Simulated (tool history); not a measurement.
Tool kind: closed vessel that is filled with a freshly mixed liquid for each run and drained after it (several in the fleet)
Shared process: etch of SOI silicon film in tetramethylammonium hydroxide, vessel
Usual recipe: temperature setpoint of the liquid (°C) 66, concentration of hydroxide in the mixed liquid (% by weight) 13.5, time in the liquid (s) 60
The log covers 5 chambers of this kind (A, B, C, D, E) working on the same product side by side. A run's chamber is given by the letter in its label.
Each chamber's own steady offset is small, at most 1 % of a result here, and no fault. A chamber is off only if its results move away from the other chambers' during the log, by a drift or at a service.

run   hour  temperature setpoint of the liquid (°C)  concentration of hydroxide in the mixed liquid (% by weight)  time in the liquid (s)  hours since the thermometer was replaced  hours since the hydroxide flow meter was replaced  read-back film thickness of the SOI silicon film reference wafer, read on the same gauge (nm)  thickness taken off the SOI silicon film on a monitor wafer (angstrom)
 1A    3.7                                       66                                                          13.5                      60                                     279.1                                              308.7                                                                                         30.008                                                                  2999.8
 2D    8.1                                       66                                                          13.5                      60                                     929.2                                              791.1                                                                                         30.016                                                                  3018.6
 3E   11.9                                       66                                                          13.5                      60                                     968.5                                              343.1                                                                                         29.989                                                                  3024.6
 4C   14.7                                       66                                                          13.5                      60                                      38.3                                               1505                                                                                         30.011                                                                  3052.3
 5B   18.8                                       66                                                          13.5                      60                                     464.9                                              243.7                                                                                          29.98                                                                  3082.9
 6D   23.1                                       66                                                          13.5                      60                                     944.2                                              806.1                                                                                         29.997                                                                  3039.4
 7B   27.3                                       66                                                          13.5                      80                                     473.4                                              252.2                                                                                         30.003                                                                  4080.4
 8C   31.5                                       66                                                          13.5                      80                                      55.1                                             1521.8                                                                                         29.978                                                                  4027.7
 9A   34.1                                       66                                                          13.5                      80                                     309.5                                              339.1                                                                                         30.021                                                                  4002.9
10E   38.4                                       66                                                          13.5                      80                                       995                                              369.6                                                                                          30.01                                                                  4007.1
11B   40.6                                       66                                                          13.5                      80                                     486.7                                              265.5                                                                                         30.016                                                                  4069.5
12A   43.6                                       66                                                          13.5                      45                                       319                                              348.6                                                                                         29.977                                                                  2249.7
13C   47.3                                       66                                                          13.5                      45                                      70.9                                             1537.6                                                                                         30.019                                                                  2272.7
14E   50.8                                       66                                                          13.5                      45                                    1007.4                                                382                                                                                         30.001                                                                  2281.2
15D     53                                       66                                                          13.5                      45                                     974.1                                                836                                                                                         30.012                                                                  2307.6
16A   57.4                                       66                                                          13.5                      45                                     332.8                                              362.4                                                                                         29.989                                                                  2226.4
17D   59.5                                       66                                                          13.5                      60                                     980.6                                              842.5                                                                                         29.997                                                                  3113.6
18B   63.1                                       66                                                          13.5                      60                                     509.2                                                288                                                                                         30.029                                                                    3010
19E   67.3                                       66                                                          13.5                      60                                    1023.9                                              398.5                                                                                         29.998                                                                  3031.7
20C   69.9                                       66                                                          13.5                      60                                      93.5                                             1560.2                                                                                         30.012                                                                  2973.2
21B   72.8                                       66                                                          13.5                      60                                     518.9                                              297.7                                                                                         30.012                                                                  3019.3
22C   74.9                                     59.5                                                            17                      60                                      98.5                                             1565.2                                                                                         29.985                                                                  1842.6
23D   78.2                                     59.5                                                            17                      60                                     999.3                                              861.2                                                                                         29.983                                                                  1937.3
24E   81.3                                     59.5                                                            17                      60                                    1037.9                                              412.5                                                                                         29.997                                                                  1814.9
25A   83.4                                     59.5                                                            17                      60                                     358.8                                              388.4                                                                                         29.994                                                                  1826.6
26B   85.9                                     59.5                                                            17                      60                                       532                                              310.8                                                                                         29.992                                                                  1821.5
27D     88                                     70.5                                                            10                      60                                    1009.1                                                871                                                                                         30.002                                                                  4606.1
28A   90.4                                     70.5                                                            10                      60                                     365.8                                              395.4                                                                                         30.008                                                                  4353.1
29E   93.6                                     70.5                                                            10                      60                                    1050.2                                              424.8                                                                                         29.996                                                                  4501.6
30C     98                                     70.5                                                            10                      60                                     121.6                                             1588.3                                                                                         29.982                                                                  4376.8
31C  101.8                                     70.5                                                            10                      60                                     125.4                                             1592.1                                                                                         30.005                                                                  4382.5
32A    105                                       66                                                          13.5                      85                                     380.4                                                410                                                                                         30.016                                                                  4256.8
33D  109.3                                       66                                                          13.5                      85                                    1030.4                                              892.3                                                                                         29.998                                                                  4559.1
34B  111.9                                       66                                                          13.5                      85                                       558                                              336.8                                                                                         30.003                                                                  4269.1
35E    115                                       66                                                          13.5                      85                                    1071.6                                              446.2                                                                                         29.996                                                                  4290.8
36D    117                                       66                                                          13.5                      85                                    1038.1                                                900                                                                                         29.978                                                                  4602.3
37E  120.4                                       66                                                          13.5                      60                                      1077                                              451.6                                                                                         29.989                                                                    3047
38B  124.4                                       71                                                            12                      60                                     570.5                                              349.3                                                                                         29.995                                                                  4315.8
39A  128.2                                       71                                                            12                      60                                     403.6                                              433.2                                                                                         29.974                                                                  4186.4
40C  131.5                                       71                                                            12                      60                                     155.1                                             1621.8                                                                                         29.982                                                                    4235

Is one chamber out of step, is the gauge drifting, or do the chambers differ by no more than their own small offsets? For an off chamber, give its letter and the likeliest cause.

One chamber, D, drifts off from the rest bit by bit.
What lies behind it: liquid hotter than its thermometer reads (K) = 1.16.
The log might look much the same if the cause were instead: hydroxide flow below the setpoint (%).

Which of the 4 candidates below, each the usual settings with something changed and its results left as question marks, puts chamber D back in line with what the other chambers give on the usual settings?
Allowed miss from the other chambers' usual-settings mean, per result, to count as in line: thickness taken off the SOI silicon film on a monitor wafer (angstrom) 80
41D-1  134.6                                     65.5                                                          13.5                      60                                                                                                                                                                                                                                                                   ?
41D-2  134.6                                       66                                                          15.5                      60                                                                                                                                                                                                                                                                   ?
41D-3  134.6                                     66.5                                                          13.5                      60                                                                                                                                                                                                                                                                   ?
41D-4  134.6                                       66                                                          13.5                      65                                                                                                                                                                                                                                                                   ?

On the usual settings, the other chambers give on average: thickness taken off the SOI silicon film on a monitor wafer (angstrom) 3010.3
  run  thickness taken off the SOI silicon film on a monitor wafer (angstrom)
41D-1                                                                  3144.3
41D-2                                                                  3039.6
41D-3                                                                  3337.7
41D-4                                                                  3509.7
The right change is 41D-2: it brings the chamber back within the allowed miss of the others.

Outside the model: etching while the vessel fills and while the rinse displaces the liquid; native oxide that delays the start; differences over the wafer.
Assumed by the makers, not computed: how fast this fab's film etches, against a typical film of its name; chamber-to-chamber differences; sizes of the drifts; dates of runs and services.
